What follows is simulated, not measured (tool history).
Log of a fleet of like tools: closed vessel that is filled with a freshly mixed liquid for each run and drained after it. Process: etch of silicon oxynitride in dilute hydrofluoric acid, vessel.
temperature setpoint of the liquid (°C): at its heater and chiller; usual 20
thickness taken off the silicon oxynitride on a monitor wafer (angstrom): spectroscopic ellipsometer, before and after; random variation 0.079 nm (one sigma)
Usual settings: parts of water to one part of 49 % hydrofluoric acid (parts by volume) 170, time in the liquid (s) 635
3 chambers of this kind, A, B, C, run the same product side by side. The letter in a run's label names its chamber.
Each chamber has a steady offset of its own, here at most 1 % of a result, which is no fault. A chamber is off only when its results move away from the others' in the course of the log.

| run | day | temperature setpoint of the liquid (°C) | parts of water to one part of 49 % hydrofluoric acid (parts by volume) | time in the liquid (s) | hours since the thermometer was replaced | hours since the hydrofluoric acid flow meter was replaced | read-back film thickness of the silicon oxynitride reference wafer, read on the same gauge (nm) | thickness taken off the silicon oxynitride on a monitor wafer (angstrom) |
|---|---|---|---|---|---|---|---|---|
| 1C | 0.362 | 20 | 170 | 635 | 2091.2 | 438.0 | 70.001 | 110.97 |
| 2B | 0.771 | 20 | 170 | 635 | 432.0 | 977.7 | 70.002 | 108.70 |
| 3A | 1.050 | 20 | 170 | 635 | 240.9 | 420.9 | 69.996 | 107.28 |
| 4C | 1.312 | 20 | 170 | 635 | 2114.0 | 460.8 | 69.981 | 109.80 |
| 5A | 1.604 | 20 | 170 | 635 | 254.2 | 434.2 | 69.981 | 111.02 |
| 6B | 1.833 | 20 | 170 | 635 | 457.5 | 1003.2 | 69.991 | 109.25 |
| 7B | 2.225 | 20 | 170 | 635 | 466.9 | 1012.6 | 69.997 | 109.12 |
| 8C | 2.617 | 20 | 170 | 635 | 2145.3 | 492.1 | 70.007 | 110.44 |
| 9A | 3.117 | 20 | 170 | 635 | 290.5 | 470.5 | 70.034 | 110.15 |
| 10B | 3.629 | 20 | 170 | 635 | 500.6 | 1046.3 | 69.966 | 107.52 |
| 11A | 4.133 | 20 | 170 | 635 | 314.9 | 494.9 | 69.990 | 109.33 |
| 12C | 4.379 | 20 | 170 | 635 | 2187.6 | 534.4 | 69.982 | 110.33 |
| 13C | 4.788 | 23 | 120 | 635 | 2197.4 | 544.2 | 70.000 | 185.48 |
| 14B | 5.050 | 23 | 120 | 635 | 534.7 | 1080.4 | 69.991 | 182.12 |
| 15A | 5.550 | 23 | 120 | 635 | 348.9 | 528.9 | 69.972 | 190.96 |
| 16C | 5.842 | 20 | 170 | 635 | 2222.7 | 569.5 | 69.982 | 109.27 |
| 17B | 6.283 | 20 | 170 | 635 | 564.3 | 1110.0 | 69.997 | 109.57 |
| 18A | 6.621 | 20 | 170 | 635 | 374.6 | 554.6 | 69.989 | 113.71 |
| 19B | 7.025 | 20 | 170 | 635 | 582.1 | 1127.8 | 69.991 | 108.27 |
| 20A | 7.421 | 20 | 170 | 635 | 393.8 | 573.8 | 70.003 | 111.94 |
| 21C | 7.667 | 20 | 170 | 635 | 2266.5 | 613.3 | 70.000 | 111.07 |
| 22C | 8.033 | 20 | 170 | 635 | 2275.3 | 622.1 | 70.022 | 110.67 |
| 23A | 8.446 | 20 | 170 | 635 | 418.4 | 598.4 | 70.018 | 113.10 |
| 24B | 8.679 | 20 | 170 | 635 | 621.8 | 1167.5 | 69.983 | 108.79 |
| 25C | 9.033 | 20 | 115 | 635 | 2299.3 | 646.1 | 69.970 | 169.09 |
| 26B | 9.496 | 20 | 115 | 635 | 641.4 | 1187.1 | 69.972 | 164.93 |
| 27A | 9.733 | 20 | 115 | 635 | 449.3 | 629.3 | 70.017 | 177.71 |

What goes on in this fleet: one chamber off, a drifting gauge, or nothing beyond the chambers' own small offsets? Name the chamber and the cause, if any.

Chamber A drifts away from the others.
Cause: liquid hotter than its thermometer reads (K) = 1.44.
The log may not tell that from: hydrofluoric acid flow above the setpoint (%).

Here are 4 candidates for chamber A's next run, each the usual settings with a change, their results left as question marks. Which one brings its results back in line with what the others give on the usual settings?
In line means no further than this from the other chambers' mean on the usual settings: thickness taken off the silicon oxynitride on a monitor wafer (angstrom) 2.80
| 28A-1 | 10.112 | 20 | 170 | 700 |  |  |  | ? |
| 28A-2 | 10.112 | 20 | 170 | 600 |  |  |  | ? |
| 28A-3 | 10.112 | 20 | 170 | 570 |  |  |  | ? |
| 28A-4 | 10.112 | 20 | 170 | 670 |  |  |  | ? |

The other chambers' mean on the usual settings: thickness taken off the silicon oxynitride on a monitor wafer (angstrom) 109.32
| run | thickness taken off the silicon oxynitride on a monitor wafer (angstrom) |
|---|---|
| 28A-1 | 128.09 |
| 28A-2 | 109.79 |
| 28A-3 | 104.30 |
| 28A-4 | 122.60 |
28A-2 brings the chamber back in line.

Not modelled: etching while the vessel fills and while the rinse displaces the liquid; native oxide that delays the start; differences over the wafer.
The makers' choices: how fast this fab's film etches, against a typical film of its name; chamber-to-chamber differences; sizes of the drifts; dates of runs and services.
